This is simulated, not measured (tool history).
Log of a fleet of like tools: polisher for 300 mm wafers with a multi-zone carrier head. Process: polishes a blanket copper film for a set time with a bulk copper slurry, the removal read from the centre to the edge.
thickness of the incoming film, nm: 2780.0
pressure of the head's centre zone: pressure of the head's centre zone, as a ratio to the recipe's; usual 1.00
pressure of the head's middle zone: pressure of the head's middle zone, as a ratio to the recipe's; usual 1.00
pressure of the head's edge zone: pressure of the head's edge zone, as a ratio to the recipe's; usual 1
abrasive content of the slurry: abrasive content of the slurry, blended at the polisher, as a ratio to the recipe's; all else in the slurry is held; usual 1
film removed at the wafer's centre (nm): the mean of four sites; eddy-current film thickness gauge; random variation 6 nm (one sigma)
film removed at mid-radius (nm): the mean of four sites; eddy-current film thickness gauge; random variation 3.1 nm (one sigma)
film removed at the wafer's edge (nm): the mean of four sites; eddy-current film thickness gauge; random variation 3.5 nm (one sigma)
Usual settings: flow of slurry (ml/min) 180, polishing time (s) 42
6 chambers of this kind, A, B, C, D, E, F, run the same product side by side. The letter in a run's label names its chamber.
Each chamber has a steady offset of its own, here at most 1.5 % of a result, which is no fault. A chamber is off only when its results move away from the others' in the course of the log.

run   hour  flow of slurry (ml/min)  pressure of the head's centre zone  pressure of the head's middle zone  pressure of the head's edge zone  abrasive content of the slurry  polishing time (s)  film removed at the wafer's centre (nm)  film removed at mid-radius (nm)  film removed at the wafer's edge (nm)
       3.5  -- chamber E: edge zone pressure recalibrated
       3.7  -- chamber C: worn pad replaced by a new one
 1B    9.9                      180                                1.00                                1.00                                 1                               1                  42                                   499.87                           501.89                                 494.54
      10.9  -- chamber D: worn pad replaced by a new one
 2F   18.3                      180                                1.00                                1.00                                 1                               1                  42                                   499.00                           500.52                                 495.94
 3D   27.6                      180                                1.00                                1.00                                 1                               1                  42                                   500.75                           498.39                                 503.17
      31.1  -- chamber B: worn pad replaced by a new one
 4C   32.3                      180                                1.00                                1.00                                 1                               1                  42                                   510.70                           501.23                                 503.04
      33.3  -- chamber E: worn pad replaced by a new one
 5E   40.7                      180                                1.00                                1.00                                 1                               1                  42                                   506.29                           499.55                                 500.19
 6A   46.3                      180                                1.00                                1.00                                 1                               1                  42                                   513.41                           504.17                                 501.26
      51.1  -- chamber F: worn pad replaced by a new one
 7E   53.4                      180                                1.00                                1.00                                 1                               1                  42                                   498.16                           499.33                                 499.91
 8C   62.5                      180                                1.00                                1.00                                 1                               1                  42                                   498.95                           503.96                                 502.57
      63.4  -- chamber A: worn pad replaced by a new one
 9D   68.2                      180                                1.00                                1.00                                 1                               1                  42                                   499.51                           500.56                                 494.20
10A   77.7                      180                                1.00                                1.00                                 1                               1                  42                                   508.34                           507.63                                 499.08
      82.0  -- chamber C: worn pad replaced by a new one
11F   82.3                      180                                1.00                                1.00                                 1                               1                  42                                   500.78                           502.31                                 493.13
12B   86.8                      180                                1.00                                1.00                                 1                               1                  56                                   652.84                           669.37                                 660.64
      93.7  -- chamber E: worn pad replaced by a new one
13D   96.8                      180                                1.00                                1.00                                 1                               1                  56                                   673.22                           671.86                                 672.55
14E  102.6                      180                                1.00                                1.00                                 1                               1                  56                                   678.57                           662.50                                 655.29
     106.8  -- chamber D: slurry nozzle cleaned
15C  108.4                      180                                1.00                                1.00                                 1                               1                  56                                   676.35                           668.84                                 660.83
     112.0  -- chamber C: centre zone pressure recalibrated
     116.9  -- chamber B: worn pad replaced by a new one
16A  117.5                      180                                1.00                                1.00                                 1                               1                  56                                   666.08                           670.51                                 671.69
17B  127.5                      180                                1.00                                1.00                                 1                               1                  56                                   674.90                           668.39                                 664.02
     130.9  -- chamber A: worn pad replaced by a new one
18F  136.9                      180                                1.00                                1.00                                 1                               1                  42                                   490.98                           501.79                                 493.21
     142.6  -- chamber D: worn pad replaced by a new one
     146.5  -- chamber F: worn pad replaced by a new one
19A  146.8                      180                                1.00                                1.00                                 1                               1                  42                                   510.05                           501.60                                 505.01
     149.7  -- chamber A: slurry nozzle cleaned
     151.0  -- chamber E: worn pad replaced by a new one
20C  153.8                      180                                1.00                                1.00                                 1                               1                  42                                   511.64                           502.82                                 496.03
21E  159.6                      180                                1.04                                1.00                                 1                               1                  54                                   652.19                           644.45                                 646.83
22F  165.7                      180                                1.04                                1.00                                 1                               1                  54                                   633.55                           638.72                                 640.52
23B  172.5                      180                                1.04                                1.00                                 1                               1                  54                                   662.65                           632.00                                 631.47
24D  177.2                      180                                1.04                                1.00                                 1                               1                  54                                   680.84                           641.71                                 646.47
     178.1  -- chamber C: worn pad replaced by a new one
25D  182.9                      180                                1.04                                1.00                                 1                               1                  54                                   662.31                           644.19                                 643.20
     185.1  -- chamber B: worn pad replaced by a new one
26F  190.3                      180                                1.04                                1.00                                 1                               1                  54                                   616.74                           639.62                                 635.48
     193.1  -- chamber F: slurry nozzle cleaned
27A  199.4                      180                                1.00                                1.00                                 1                               1                  42                                   501.06                           500.63                                 501.65
28B  204.2                      180                                1.00                                1.00                                 1                               1                  42                                   494.67                           496.73                                 494.41
     205.6  -- chamber A: worn pad replaced by a new one
     205.9  -- chamber E: worn pad replaced by a new one
29E  209.7                      180                                1.00                                1.00                                 1                               1                  42                                   489.54                           499.52                                 500.86
30C  214.5                      180                                1.00                                1.00                                 1                               1                  42                                   508.97                           504.36                                 498.58
31A  224.4                      180                                1.00                                1.06                                 1                               1                  34                                   406.77                           430.89                                 406.73
32C  231.5                      180                                1.00                                1.06                                 1                               1                  34                                   409.67                           429.91                                 402.26
33B  236.2                      180                                1.00                                1.06                                 1                               1                  34                                   401.07                           429.92                                 399.97
     238.4  -- chamber D: centre zone pressure recalibrated
     239.1  -- chamber F: worn pad replaced by a new one
34E  246.7                      180                                1.00                                1.06                                 1                               1                  34                                   405.16                           429.46                                 406.65
35F  254.4                      180                                1.00                                1.06                                 1                               1                  34                                   365.98                           424.86                                 403.68
36D  260.9                      180                                1.00                                1.06                                 1                               1                  34                                   400.00                           426.94                                 409.36

All 6 chambers run these settings next. Forecast each chamber's results:
37A  268.4                      180                                1.00                                1.00                                 1                               1                  42                                        ?                                ?                                      ?
37B  268.4                      180                                1.00                                1.00                                 1                               1                  42                                        ?                                ?                                      ?
37C  268.4                      180                                1.00                                1.00                                 1                               1                  42                                        ?                                ?                                      ?
37D  268.4                      180                                1.00                                1.00                                 1                               1                  42                                        ?                                ?                                      ?
37E  268.4                      180                                1.00                                1.00                                 1                               1                  42                                        ?                                ?                                      ?
37F  268.4                      180                                1.00                                1.00                                 1                               1                  42                                        ?                                ?                                      ?

run  film removed at the wafer's centre (nm)  film removed at mid-radius (nm)  film removed at the wafer's edge (nm)
37A                                   507.55                           508.21                                 494.14
37B                                   496.54                           496.19                                 494.17
37C                                   505.69                           503.40                                 499.17
37D                                   504.42                           497.49                                 502.84
37E                                   499.19                           498.90                                 506.67
37F                                   439.16                           492.20                                 500.32

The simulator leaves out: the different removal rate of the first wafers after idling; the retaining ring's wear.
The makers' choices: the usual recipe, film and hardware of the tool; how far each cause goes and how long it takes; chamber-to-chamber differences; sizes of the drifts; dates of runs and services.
